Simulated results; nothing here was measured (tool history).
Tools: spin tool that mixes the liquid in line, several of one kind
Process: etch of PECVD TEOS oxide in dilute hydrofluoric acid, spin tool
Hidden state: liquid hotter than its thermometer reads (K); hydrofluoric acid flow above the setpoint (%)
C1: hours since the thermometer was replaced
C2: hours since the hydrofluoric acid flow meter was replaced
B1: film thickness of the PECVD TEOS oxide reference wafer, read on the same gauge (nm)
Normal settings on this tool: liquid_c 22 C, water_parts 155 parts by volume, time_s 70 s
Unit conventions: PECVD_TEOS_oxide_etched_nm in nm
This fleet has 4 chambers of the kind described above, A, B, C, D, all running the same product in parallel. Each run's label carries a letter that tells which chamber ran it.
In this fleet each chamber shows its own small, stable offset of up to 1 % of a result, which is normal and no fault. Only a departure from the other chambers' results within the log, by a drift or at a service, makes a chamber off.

{"hour": 6.1, "done": "chamber A: thermometer replaced"}
{"run": "1C", "hour": 8.4, "liquid_c": 22, "water_parts": 155, "time_s": 70, "C1": 2423.6, "C2": 90.5, "B1": 40.004, "PECVD_TEOS_oxide_etched_nm": 4.1324}
{"run": "2B", "hour": 16.6, "liquid_c": 22, "water_parts": 155, "time_s": 70, "C1": 809.5, "C2": 60.0, "B1": 40.009, "PECVD_TEOS_oxide_etched_nm": 4.1189}
{"run": "3A", "hour": 21.6, "liquid_c": 22, "water_parts": 155, "time_s": 70, "C1": 15.6, "C2": 149.7, "B1": 39.989, "PECVD_TEOS_oxide_etched_nm": 4.1023}
{"run": "4D", "hour": 30.7, "liquid_c": 22, "water_parts": 155, "time_s": 70, "C1": 221.1, "C2": 414.0, "B1": 40.016, "PECVD_TEOS_oxide_etched_nm": 4.1635}
{"run": "5D", "hour": 36.7, "liquid_c": 22, "water_parts": 155, "time_s": 70, "C1": 227.1, "C2": 420.0, "B1": 39.992, "PECVD_TEOS_oxide_etched_nm": 4.1656}
{"run": "6C", "hour": 43.2, "liquid_c": 22, "water_parts": 155, "time_s": 70, "C1": 2458.4, "C2": 125.3, "B1": 39.993, "PECVD_TEOS_oxide_etched_nm": 4.1357}
{"run": "7B", "hour": 48.7, "liquid_c": 22, "water_parts": 155, "time_s": 70, "C1": 841.6, "C2": 92.1, "B1": 39.975, "PECVD_TEOS_oxide_etched_nm": 4.1113}
{"run": "8A", "hour": 57.4, "liquid_c": 22, "water_parts": 155, "time_s": 70, "C1": 51.4, "C2": 185.5, "B1": 39.995, "PECVD_TEOS_oxide_etched_nm": 4.0946}
{"run": "9D", "hour": 65.6, "liquid_c": 22, "water_parts": 155, "time_s": 70, "C1": 256.0, "C2": 448.9, "B1": 39.981, "PECVD_TEOS_oxide_etched_nm": 4.1625}
{"hour": 69.8, "done": "chamber D: hydrofluoric acid flow meter replaced"}
{"run": "10B", "hour": 71.8, "liquid_c": 22, "water_parts": 195, "time_s": 70, "C1": 864.7, "C2": 115.2, "B1": 39.991, "PECVD_TEOS_oxide_etched_nm": 3.1511}
{"run": "11A", "hour": 77.7, "liquid_c": 22, "water_parts": 195, "time_s": 70, "C1": 71.7, "C2": 205.8, "B1": 40.022, "PECVD_TEOS_oxide_etched_nm": 3.1648}
{"run": "12C", "hour": 82.5, "liquid_c": 22, "water_parts": 195, "time_s": 70, "C1": 2497.7, "C2": 164.6, "B1": 39.989, "PECVD_TEOS_oxide_etched_nm": 3.1794}
{"run": "13A", "hour": 92.1, "liquid_c": 22, "water_parts": 195, "time_s": 70, "C1": 86.1, "C2": 220.2, "B1": 39.963, "PECVD_TEOS_oxide_etched_nm": 3.128}
{"run": "14D", "hour": 99.6, "liquid_c": 22, "water_parts": 155, "time_s": 70, "C1": 290.0, "C2": 29.9, "B1": 39.99, "PECVD_TEOS_oxide_etched_nm": 4.1878}
{"run": "15C", "hour": 104.2, "liquid_c": 22, "water_parts": 155, "time_s": 70, "C1": 2519.4, "C2": 186.3, "B1": 40.019, "PECVD_TEOS_oxide_etched_nm": 4.0857}
{"run": "16B", "hour": 112.6, "liquid_c": 22, "water_parts": 155, "time_s": 70, "C1": 905.5, "C2": 156.0, "B1": 40.0, "PECVD_TEOS_oxide_etched_nm": 4.1304}
{"run": "17B", "hour": 122.7, "liquid_c": 22, "water_parts": 155, "time_s": 70, "C1": 915.6, "C2": 166.1, "B1": 39.992, "PECVD_TEOS_oxide_etched_nm": 4.1165}
{"run": "18D", "hour": 129.0, "liquid_c": 22, "water_parts": 155, "time_s": 70, "C1": 319.4, "C2": 59.3, "B1": 39.985, "PECVD_TEOS_oxide_etched_nm": 4.2298}
{"run": "19C", "hour": 134.1, "liquid_c": 22, "water_parts": 155, "time_s": 70, "C1": 2549.3, "C2": 216.2, "B1": 40.012, "PECVD_TEOS_oxide_etched_nm": 4.1597}
{"run": "20A", "hour": 143.1, "liquid_c": 22, "water_parts": 155, "time_s": 70, "C1": 137.1, "C2": 271.2, "B1": 40.001, "PECVD_TEOS_oxide_etched_nm": 4.1501}
{"run": "21D", "hour": 150.0, "liquid_c": 22, "water_parts": 155, "time_s": 70, "C1": 340.4, "C2": 80.3, "B1": 40.005, "PECVD_TEOS_oxide_etched_nm": 4.2624}
{"run": "22C", "hour": 157.9, "liquid_c": 22, "water_parts": 155, "time_s": 100, "C1": 2573.1, "C2": 240.0, "B1": 40.017, "PECVD_TEOS_oxide_etched_nm": 5.9134}
{"run": "23A", "hour": 163.0, "liquid_c": 22, "water_parts": 155, "time_s": 100, "C1": 157.0, "C2": 291.1, "B1": 39.987, "PECVD_TEOS_oxide_etched_nm": 5.9386}
{"run": "24B", "hour": 172.3, "liquid_c": 22, "water_parts": 155, "time_s": 100, "C1": 965.2, "C2": 215.7, "B1": 39.996, "PECVD_TEOS_oxide_etched_nm": 5.8928}
{"run": "25C", "hour": 179.6, "liquid_c": 22, "water_parts": 155, "time_s": 100, "C1": 2594.8, "C2": 261.7, "B1": 39.986, "PECVD_TEOS_oxide_etched_nm": 5.9066}
{"run": "26D", "hour": 188.0, "liquid_c": 19, "water_parts": 155, "time_s": 70, "C1": 378.4, "C2": 118.3, "B1": 40.004, "PECVD_TEOS_oxide_etched_nm": 3.8157}

Is one chamber off against the others, does the gauge drift, or is nothing wrong? If a chamber is off, say which, and what the likeliest cause is.

Chamber D drifts away from the others.
What lies behind it: liquid hotter than its thermometer reads (K) = 0.86.

Here are 4 candidates for chamber D's next run, each the usual settings with a change, their results left as question marks. Which one brings its results back in line with what the others give on the usual settings?
In line means no further than this from the other chambers' mean on the usual settings: PECVD_TEOS_oxide_etched_nm 0.0850 nm
{"run": "27D-1", "hour": 195.5, "liquid_c": 22, "water_parts": 155, "time_s": 65, "PECVD_TEOS_oxide_etched_nm": "?"}
{"run": "27D-2", "hour": 195.5, "liquid_c": 22, "water_parts": 150, "time_s": 70, "PECVD_TEOS_oxide_etched_nm": "?"}
{"run": "27D-3", "hour": 195.5, "liquid_c": 22, "water_parts": 160, "time_s": 70, "PECVD_TEOS_oxide_etched_nm": "?"}
{"run": "27D-4", "hour": 195.5, "liquid_c": 22, "water_parts": 145, "time_s": 70, "PECVD_TEOS_oxide_etched_nm": "?"}

What the other chambers average on the usual settings: PECVD_TEOS_oxide_etched_nm 4.1202 nm
run=27D-1 PECVD_TEOS_oxide_etched_nm=3.9716
run=27D-2 PECVD_TEOS_oxide_etched_nm=4.4446
run=27D-3 PECVD_TEOS_oxide_etched_nm=4.1204
run=27D-4 PECVD_TEOS_oxide_etched_nm=4.6240
The right change is 27D-3: it brings the chamber back within the allowed miss of the others.
